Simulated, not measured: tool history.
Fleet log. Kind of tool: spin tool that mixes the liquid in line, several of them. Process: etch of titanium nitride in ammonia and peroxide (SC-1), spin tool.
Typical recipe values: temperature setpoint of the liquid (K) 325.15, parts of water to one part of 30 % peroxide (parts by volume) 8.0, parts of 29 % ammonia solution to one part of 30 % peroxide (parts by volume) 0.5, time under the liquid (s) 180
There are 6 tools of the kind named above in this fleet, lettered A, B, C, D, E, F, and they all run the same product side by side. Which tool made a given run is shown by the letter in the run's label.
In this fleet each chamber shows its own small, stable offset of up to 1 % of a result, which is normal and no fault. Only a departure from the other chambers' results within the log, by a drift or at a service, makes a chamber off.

run	hour	temperature setpoint of the liquid (K)	parts of water to one part of 30 % peroxide (parts by volume)	parts of 29 % ammonia solution to one part of 30 % peroxide (parts by volume)	time under the liquid (s)	read-back film thickness of the titanium nitride reference wafer, read on the same gauge (nm)	thickness taken off the titanium nitride on a monitor wafer (angstrom)
1A	5.5	325.15	8.0	0.5	180	119.98	78.424
2D	8.6	325.15	8.0	0.5	180	120.00	77.660
3F	13.0	325.15	8.0	0.5	180	120.01	78.043
# hour 17.3: chamber E: ammonia flow meter replaced
4B	18.3	325.15	8.0	0.5	180	120.02	77.948
5E	23.6	325.15	8.0	0.5	180	119.99	77.239
6C	28.9	325.15	8.0	0.5	180	119.99	79.114
7B	34.1	325.15	8.0	0.5	180	119.98	77.857
# hour 36.1: chamber B: thermometer replaced
8C	37.6	325.15	8.0	0.5	180	120.06	77.772
9F	41.8	325.15	8.0	0.5	180	120.04	77.801
10D	46.1	325.15	8.0	0.5	180	120.03	77.699
11E	51.3	325.15	8.0	0.5	180	119.94	79.501
12A	55.2	325.15	8.0	0.5	140	120.01	61.478
13D	60.0	325.15	8.0	0.5	140	120.02	60.158
14F	64.2	325.15	8.0	0.5	140	120.01	60.476
15E	67.8	325.15	8.0	0.5	140	119.96	61.530
16A	71.6	325.15	8.0	0.5	140	120.04	61.272
17B	76.1	325.15	8.0	0.5	140	120.01	61.328
18C	80.4	325.15	8.0	0.5	180	120.04	76.893
19A	85.0	325.15	9.5	0.5	180	120.00	71.657
# hour 87.9: chamber D: new drum of ammonia solution connected
20C	89.3	325.15	9.5	0.5	180	120.03	69.556
21D	92.2	325.15	9.5	0.5	180	119.95	72.010
22E	98.0	325.15	9.5	0.5	180	120.01	73.668
23B	101.1	325.15	9.5	0.5	180	119.99	69.716
24F	106.8	325.15	9.5	0.5	180	120.03	71.939
25E	110.0	325.15	8.0	0.5	180	120.00	78.215
26B	113.7	325.15	8.0	0.5	180	119.99	78.906
27D	118.1	325.15	8.0	0.5	180	120.00	78.189
28A	121.4	331.15	11.0	0.5	180	119.99	99.393
29F	123.9	331.15	11.0	0.5	180	120.00	98.594
30C	126.6	331.15	11.0	0.5	180	119.99	96.045
31D	130.0	331.15	11.0	0.5	180	120.00	100.660
32A	134.2	331.15	11.0	0.5	180	119.99	99.107
# hour 136.0: chamber A: new drum of ammonia solution connected
33B	138.8	331.15	11.0	0.5	180	120.04	99.199
34E	141.8	325.15	8.0	0.5	180	119.99	78.870
35F	147.3	325.15	8.0	0.5	180	119.97	78.956
36C	152.6	325.15	8.0	0.5	180	120.01	76.029
37F	156.9	325.15	8.0	0.5	180	120.02	79.460
38E	162.0	325.15	8.0	0.5	180	120.02	79.193
39B	167.3	325.15	8.0	0.5	180	120.01	78.693
40A	172.7	325.15	8.0	0.5	180	120.01	77.839

Which is it: a chamber that has drifted or been left off by a service, a gauge drift common to all chambers, or only each chamber's usual small offset? If a chamber is off, name it and its likeliest cause.

Little by little, chamber C moves away from the other chambers.
Most likely cause: liquid colder than its thermometer reads (K) = 0.721.
With only this log, it may be confused with: temperature lost on the way to the wafer (K).

Here are 4 candidates for chamber C's next run, each the usual settings with a change, their results left as question marks. Which one brings its results back in line with what the others give on the usual settings?
Maximum distance from the other chambers' mean on the usual settings for a result to count as in line: thickness taken off the titanium nitride on a monitor wafer (angstrom) 2.500
41C-1	176.8	325.15	8.0	0.4	180		?
41C-2	176.8	325.15	10.0	0.5	180		?
41C-3	176.8	326.65	8.0	0.5	180		?
41C-4	176.8	325.15	8.0	0.5	190		?

Average result of the remaining chambers running the usual settings: thickness taken off the titanium nitride on a monitor wafer (angstrom) 78.411
run	thickness taken off the titanium nitride on a monitor wafer (angstrom)
41C-1	71.950
41C-2	66.703
41C-3	83.011
41C-4	78.921
Change 41C-4 lands the chamber within the allowed miss of the other chambers.
